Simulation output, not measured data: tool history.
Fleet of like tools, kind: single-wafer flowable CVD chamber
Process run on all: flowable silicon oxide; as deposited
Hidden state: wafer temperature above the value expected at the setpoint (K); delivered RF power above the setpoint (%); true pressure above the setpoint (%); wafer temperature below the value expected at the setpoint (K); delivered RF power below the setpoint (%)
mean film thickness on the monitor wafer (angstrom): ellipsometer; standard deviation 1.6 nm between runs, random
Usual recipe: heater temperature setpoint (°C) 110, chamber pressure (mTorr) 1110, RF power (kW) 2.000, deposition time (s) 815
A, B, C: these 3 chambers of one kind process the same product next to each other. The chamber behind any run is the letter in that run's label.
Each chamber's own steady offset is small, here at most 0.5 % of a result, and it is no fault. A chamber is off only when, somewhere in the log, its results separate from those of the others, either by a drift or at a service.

run	hour	heater temperature setpoint (°C)	chamber pressure (mTorr)	RF power (kW)	deposition time (s)	hours since the last thermocouple change	hours since the last RF generator calibration	hours since the last manometer calibration	read-back reference wafer on the same gauge, thickness_nm	mean film thickness on the monitor wafer (angstrom)
1C	5.9	110	1110	2.000	815	845.8	1835.7	582.3	446.11	5304.2
2B	10.3	110	1110	2.000	815	453.9	1732.3	225.0	446.14	5360.9
3A	18.0	110	1110	2.000	815	238.1	244.0	359.1	446.05	5258.5
4C	22.6	110	1110	2.000	815	862.5	1852.4	599.0	446.08	5316.4
5B	28.1	110	1110	2.000	815	471.7	1750.1	242.8	446.17	5330.3
6A	32.6	110	1110	2.000	815	252.7	258.6	373.7	446.03	5274.1
7B	37.7	110	1110	2.000	815	481.3	1759.7	252.4	445.69	5329.6
8A	44.7	110	1110	2.000	815	264.8	270.7	385.8	446.11	5258.6
9C	51.6	110	1110	2.000	815	891.5	1881.4	628.0	445.89	5315.9
10C	58.8	110	1110	2.000	815	898.7	1888.6	635.2	445.71	5301.2
11B	65.5	110	1110	2.000	815	509.1	1787.5	280.2	445.67	5325.8
12A	72.3	110	1110	2.000	815	292.4	298.3	413.4	446.46	5281.0
13A	79.3	110	1110	2.000	815	299.4	305.3	420.4	446.01	5272.2
14C	84.7	110	1110	2.000	815	924.6	1914.5	661.1	445.83	5342.1
15B	93.2	110	1110	2.000	815	536.8	1815.2	307.9	445.92	5315.8
16C	101.5	110	1110	2.000	815	941.4	1931.3	677.9	446.08	5370.9
17B	109.0	110	1110	2.000	815	552.6	1831.0	323.7	445.74	5305.2
18A	117.6	110	1110	2.000	815	337.7	343.6	458.7	445.90	5264.1
# hour 118.8: chamber C: RF generator calibrated
19B	121.8	110	1000	1.845	815	565.4	1843.8	336.5	445.89	4638.6
20A	130.6	110	1000	1.845	815	350.7	356.6	471.7	445.86	4605.3
21C	139.3	110	1000	1.845	815	979.2	20.5	715.7	446.03	4715.1
22B	144.9	110	1110	2.000	815	588.5	1866.9	359.6	446.21	5320.1
23C	150.6	110	1110	2.000	815	990.5	31.8	727.0	446.51	5408.7
24A	157.5	110	1110	2.000	815	377.6	383.5	498.6	446.08	5297.8
25C	164.2	110	1110	2.000	815	1004.1	45.4	740.6	446.15	5389.3
26B	172.6	110	1110	2.000	815	616.2	1894.6	387.3	445.92	5311.5
27A	177.5	110	1110	2.000	815	397.6	403.5	518.6	446.58	5291.6
28B	186.1	110	1110	2.000	815	629.7	1908.1	400.8	445.95	5325.7
29C	191.4	110	1110	2.000	815	1031.3	72.6	767.8	445.92	5409.4
30A	198.4	110	1110	2.000	815	418.5	424.4	539.5	446.49	5287.8
31A	206.1	110	1110	2.000	815	426.2	432.1	547.2	445.85	5258.6
# hour 210.0: chamber B: RF generator calibrated
32C	211.6	110	1110	2.000	815	1051.5	92.8	788.0	446.04	5462.2
33B	219.4	110	1110	2.000	815	663.0	9.4	434.1	445.97	5340.2
34A	225.1	110	1110	2.000	815	445.2	451.1	566.2	446.11	5308.8
35B	231.3	110	1110	2.000	815	674.9	21.3	446.0	445.65	5348.8
36C	238.8	110	1110	2.000	815	1078.7	120.0	815.2	445.84	5455.1

One chamber off, gauge drift, or nothing amiss beyond the chambers' own small offsets? If it is a chamber, which one, and what is the likeliest cause?

One chamber, C, drifts off from the rest bit by bit.
Cause: true pressure above the setpoint (%) = 2.85.
The log might look much the same if the cause were instead: wafer temperature below the value expected at the setpoint (K).

Here are 4 candidates for chamber C's next run, each the usual settings with a change, their results left as question marks. Which one brings its results back in line with what the others give on the usual settings?
Counts as in line when no further than this from what the other chambers average on the usual settings: mean film thickness on the monitor wafer (angstrom) 57.0
37C-1	245.3	109	1130	2.005	822					?
37C-2	245.3	110	1070	1.990	798					?
37C-3	245.3	110	1090	1.995	806					?
37C-4	245.3	109	1110	2.000	815					?

The mean the other chambers reach with the usual settings: mean film thickness on the monitor wafer (angstrom) 5304.3
run	mean film thickness on the monitor wafer (angstrom)
37C-1	5823.9
37C-2	5144.3
37C-3	5306.5
37C-4	5658.5
The right change is 37C-3: it brings the chamber back within the allowed miss of the others.

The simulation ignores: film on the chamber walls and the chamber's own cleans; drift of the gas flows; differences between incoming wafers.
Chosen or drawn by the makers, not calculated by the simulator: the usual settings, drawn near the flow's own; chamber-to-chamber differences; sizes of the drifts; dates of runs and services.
